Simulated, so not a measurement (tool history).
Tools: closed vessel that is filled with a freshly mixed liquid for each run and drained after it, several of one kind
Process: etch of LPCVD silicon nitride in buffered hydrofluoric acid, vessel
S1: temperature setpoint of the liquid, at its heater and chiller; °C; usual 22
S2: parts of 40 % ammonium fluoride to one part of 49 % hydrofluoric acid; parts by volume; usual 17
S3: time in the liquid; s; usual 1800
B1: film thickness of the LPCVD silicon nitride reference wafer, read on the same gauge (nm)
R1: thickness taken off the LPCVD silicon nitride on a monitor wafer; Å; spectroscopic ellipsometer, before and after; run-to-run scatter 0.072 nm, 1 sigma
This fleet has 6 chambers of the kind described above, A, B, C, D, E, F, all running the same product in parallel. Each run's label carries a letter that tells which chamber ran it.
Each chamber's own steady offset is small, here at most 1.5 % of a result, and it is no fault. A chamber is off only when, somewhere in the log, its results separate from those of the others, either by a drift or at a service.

run	hour	S1	S2	S3	B1	R1
1D	3.9	22	17	1800	79.923	127.78
2C	7	22	17	1800	80.009	128.85
3E	12.7	22	17	1800	80.036	127.37
4F	16.4	22	17	1800	79.995	126.25
5B	21.7	22	17	1800	79.998	128.76
6A	25.9	22	17	1800	79.969	129.01
7A	30.4	22	17	1800	79.965	128.29
8D	33.7	22	17	1800	79.984	129.09
9E	37.8	22	17	1800	79.997	126.47
10B	42.5	22	17	1800	80.006	128.63
11F	48.7	22	17	1800	79.989	127.49
12C	54.3	22	17	1800	79.991	130.12
13A	58.9	22	17	1800	79.946	129.71
14E	62.6	22	17	1800	80.024	127.18
15F	68.6	22	17	1800	79.979	127.79
16D	73	22	15	1080	80.006	87.41
17B	77.3	22	15	1080	79.977	86.933
18C	80.9	22	15	1080	80.024	87.912
19F	85.2	22	15	1080	79.998	86.099
20B	89.8	22	15	1080	79.958	87.972
21C	96.2	22	15	1080	80.039	86.745
22A	102.7	22	17	1800	79.989	129.74
# hour 104.2: chamber F: thermometer replaced
23E	106.7	22	17	1800	79.992	127.78
24D	111.9	22	17	1800	80.057	128.19
25A	115.3	22	17	1800	79.986	129.28
26E	121.4	22	17	1800	79.95	128.03
27F	124.4	22	17	1800	80.028	128.12
28D	127.7	22	17	1800	79.986	129.13
29B	130.6	22	17	1800	80.004	128.26
# hour 131.2: chamber D: hydrofluoric acid flow meter replaced
30C	133.7	22	17	1800	79.999	129.42
31C	140.1	22	17	1800	80.001	130.01
32D	146.4	22	17	1800	80.006	128.38
33B	152.9	22	17	2790	80.01	198.37
34E	157	22	17	2790	80.009	198.57
35F	163.3	22	17	2790	79.982	197.98
36A	168.5	22	17	2790	79.984	200.11

Does one chamber stand apart from the rest, does the shared gauge drift, or is all well apart from small per-chamber offsets? Give the chamber and the most likely cause, where there is one.

The fleet is healthy, with each chamber sitting at its usual small offset and no drift in the gauge.
